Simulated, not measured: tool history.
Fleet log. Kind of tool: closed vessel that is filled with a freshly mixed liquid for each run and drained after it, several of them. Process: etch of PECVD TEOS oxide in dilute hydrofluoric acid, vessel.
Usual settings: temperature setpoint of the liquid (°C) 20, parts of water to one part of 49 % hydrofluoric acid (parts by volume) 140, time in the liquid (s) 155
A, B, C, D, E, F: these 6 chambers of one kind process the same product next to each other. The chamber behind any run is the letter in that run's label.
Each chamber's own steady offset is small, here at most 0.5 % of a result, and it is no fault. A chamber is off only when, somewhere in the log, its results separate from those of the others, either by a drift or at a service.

run	hour	temperature setpoint of the liquid (°C)	parts of water to one part of 49 % hydrofluoric acid (parts by volume)	time in the liquid (s)	hours since the thermometer was replaced	hours since the hydrofluoric acid flow meter was replaced	read-back film thickness of the PECVD TEOS oxide reference wafer, read on the same gauge (nm)	thickness taken off the PECVD TEOS oxide on a monitor wafer (angstrom)
1E	6.4	20	140	155	881.9	441.9	129.95	77.392
2B	11.3	20	140	155	22.9	277	129.95	76.808
3F	19.3	20	140	155	2351.6	607.8	129.97	77.129
4D	26.4	20	140	155	1935.4	220.9	130	76.9
5A	37	20	195	155	185	1552.6	130.02	51.961
6C	41.8	20	195	155	392.4	144.6	130	52.532
7C	52.2	20	195	155	402.8	155	130.02	53.093
8A	62	20	195	155	210	1577.6	130	52.363
9D	67.4	20	195	155	1976.4	261.9	129.99	51.94
10B	72.7	20	195	155	84.3	338.4	130	52.951
11E	81.4	20	140	155	956.9	516.9	130.01	76.317
# hour 87.5: chamber F: thermometer replaced
12F	91.7	20	140	155	4.3	680.2	129.99	77.083
13B	100.7	20	140	155	112.3	366.4	130.04	77.533
14F	110.5	20	140	155	23.1	699	129.99	76.634
15D	120.3	20	140	155	2029.3	314.8	130	77.999
16A	130.9	20	140	155	278.9	1646.5	129.99	77.741
17C	136.6	20	100	155	487.2	239.4	130	113.78
18E	145.9	20	100	155	1021.4	581.4	130.02	111.1
19C	153.1	20	100	155	503.7	255.9	129.98	115.61
20D	161.2	20	100	155	2070.2	355.7	130.01	113.31
21F	170.5	20	100	155	83.1	759	130.01	113.38
22A	180.1	20	100	155	328.1	1695.7	129.99	113.82
23B	185.4	20	140	155	197	451.1	129.99	77.418
# hour 189.2: chamber D: thermometer replaced
24E	193.6	20	140	155	1069.1	629.1	129.98	76.77
25E	201	17	140	155	1076.5	636.5	130.03	68.457
26B	210.2	17	140	155	221.8	475.9	129.95	67.804
27A	219.7	17	140	155	367.7	1735.3	129.99	69.128
28F	224.3	17	140	155	136.9	812.8	129.99	68.445
29D	229.1	17	140	155	39.9	423.6	130.01	68.624
30C	237.5	17	140	155	588.1	340.3	130.01	70.516
31B	246.9	20	140	155	258.5	512.6	130.05	77.691
32D	251.9	20	140	155	62.7	446.4	129.97	76.839
33A	256.7	20	140	155	404.7	1772.3	130.02	77.901
34E	262.3	20	140	155	1137.8	697.8	129.99	77.538
35F	268	20	140	155	180.6	856.5	130	77.209
36C	277.8	20	140	155	628.4	380.6	130	79.83
37A	285.9	20	140	155	433.9	1801.5	129.98	77.192
38D	294.9	20	140	155	105.7	489.4	129.97	76.76
39E	303	20	170	105	1178.5	738.5	129.99	41.898
40C	313.3	20	170	105	663.9	416.1	130.01	43.309
41F	318.2	20	170	105	230.8	906.7	130	41.503
42B	327.5	20	170	105	339.1	593.2	130.02	42.013

The same settings go to every chamber for the next run, one line per chamber below. Forecast the results for each:
43A	335.2	17	140	155				?
43B	335.2	17	140	155				?
43C	335.2	17	140	155				?
43D	335.2	17	140	155				?
43E	335.2	17	140	155				?
43F	335.2	17	140	155				?

run	thickness taken off the PECVD TEOS oxide on a monitor wafer (angstrom)
43A	68.43
43B	67.634
43C	70.581
43D	68.85
43E	67.59
43F	68.084

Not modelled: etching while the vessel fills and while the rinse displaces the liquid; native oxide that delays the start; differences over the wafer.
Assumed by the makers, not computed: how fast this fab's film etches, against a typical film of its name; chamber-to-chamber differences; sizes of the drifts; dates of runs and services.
